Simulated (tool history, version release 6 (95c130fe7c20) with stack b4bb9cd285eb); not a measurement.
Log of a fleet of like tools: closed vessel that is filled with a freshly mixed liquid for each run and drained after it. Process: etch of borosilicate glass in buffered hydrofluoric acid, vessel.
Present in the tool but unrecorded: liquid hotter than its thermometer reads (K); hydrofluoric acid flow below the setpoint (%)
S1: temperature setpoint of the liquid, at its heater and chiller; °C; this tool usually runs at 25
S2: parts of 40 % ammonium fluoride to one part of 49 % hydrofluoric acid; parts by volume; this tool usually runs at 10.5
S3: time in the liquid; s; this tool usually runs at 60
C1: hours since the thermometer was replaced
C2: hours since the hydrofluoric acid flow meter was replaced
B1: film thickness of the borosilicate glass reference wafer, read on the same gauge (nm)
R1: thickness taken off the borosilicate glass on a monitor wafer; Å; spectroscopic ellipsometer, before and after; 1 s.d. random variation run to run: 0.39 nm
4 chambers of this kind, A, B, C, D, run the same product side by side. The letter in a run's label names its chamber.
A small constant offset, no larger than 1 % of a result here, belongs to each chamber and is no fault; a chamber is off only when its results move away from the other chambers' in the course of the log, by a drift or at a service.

run	hour	S1	S2	S3	C1	C2	B1	R1
1D	5.5	25	10.5	60	1925.6	678.4	69.991	759.68
2C	11.1	25	10.5	60	1093.0	339.2	70.018	749.42
3B	18.8	25	10.5	60	1018.5	560.8	70.000	747.55
4A	26.6	25	10.5	60	207.2	467.2	70.003	751.54
5A	31.4	25	10.5	60	212.0	472.0	70.021	747.29
6C	37.0	25	10.5	60	1118.9	365.1	70.005	752.23
7B	43.7	25	10.5	60	1043.4	585.7	69.998	749.95
8D	48.3	25	10.5	60	1968.4	721.2	69.978	755.26
9A	54.3	25	10.5	60	234.9	494.9	70.036	742.33
10B	58.9	25	13.5	60	1058.6	600.9	70.000	583.71
11D	64.1	25	13.5	60	1984.2	737.0	69.999	584.28
12C	71.1	25	13.5	60	1153.0	399.2	70.007	600.07
13A	79.2	25	13.5	60	259.8	519.8	70.049	586.51
14C	84.2	25	10.5	60	1166.1	412.3	70.011	772.88
15B	87.9	25	10.5	60	1087.6	629.9	70.013	749.65
16D	95.8	25	10.5	60	2015.9	768.7	70.031	763.09
17B	101.9	25	10.5	60	1101.6	643.9	70.016	752.17
18A	109.3	25	10.5	60	289.9	549.9	69.969	745.19
19C	113.7	25	10.5	60	1195.6	441.8	69.974	776.10
20D	121.3	25	10.5	60	2041.4	794.2	69.985	753.13
21C	125.1	25	10.5	60	1207.0	453.2	70.028	789.30
# hour 127.2: chamber D: hydrofluoric acid flow meter replaced
22B	131.9	25	10.5	60	1131.6	673.9	70.000	751.78
23D	136.6	25	10.5	60	2056.7	9.5	70.012	749.46
24A	142.1	25	10.5	60	322.7	582.7	70.013	744.37
25B	150.2	25	13.0	60	1149.9	692.2	70.001	608.71
26D	153.9	25	13.0	60	2074.0	26.8	69.963	607.35
27C	159.4	25	13.0	60	1241.3	487.5	70.021	654.64
28A	165.8	25	13.0	60	346.4	606.4	69.996	605.28

Decide between three cases: one chamber stands off from its peers, the gauge reading all wafers drifts, or nothing is wrong past each chamber's small offset. Where a chamber is off, say which and what most likely put it there.

Chamber C drifts away from the others.
Likeliest cause: liquid hotter than its thermometer reads (K) = 1.34.
With only this log, it may be confused with: hydrofluoric acid flow above the setpoint (%).

Chamber C could run next with any of the 4 candidate recipes listed below; each alters the usual settings, and their results appear as question marks. Which one brings its results back in line with what the other chambers deliver on the usual settings?
A result is in line if it is within this distance of the other chambers' mean on the usual settings: R1 14.00 Å
29C-1	171.8	25.0	9.0	60				?
29C-2	171.8	24.5	10.5	55				?
29C-3	171.8	24.5	11.0	60				?
29C-4	171.8	25.5	10.0	60				?

Mean of the other chambers on the usual settings: R1 748.86 Å
run	R1
29C-1	899.95
29C-2	716.15
29C-3	746.75
29C-4	864.36
It is 29C-3 that realigns the chamber with its peers.
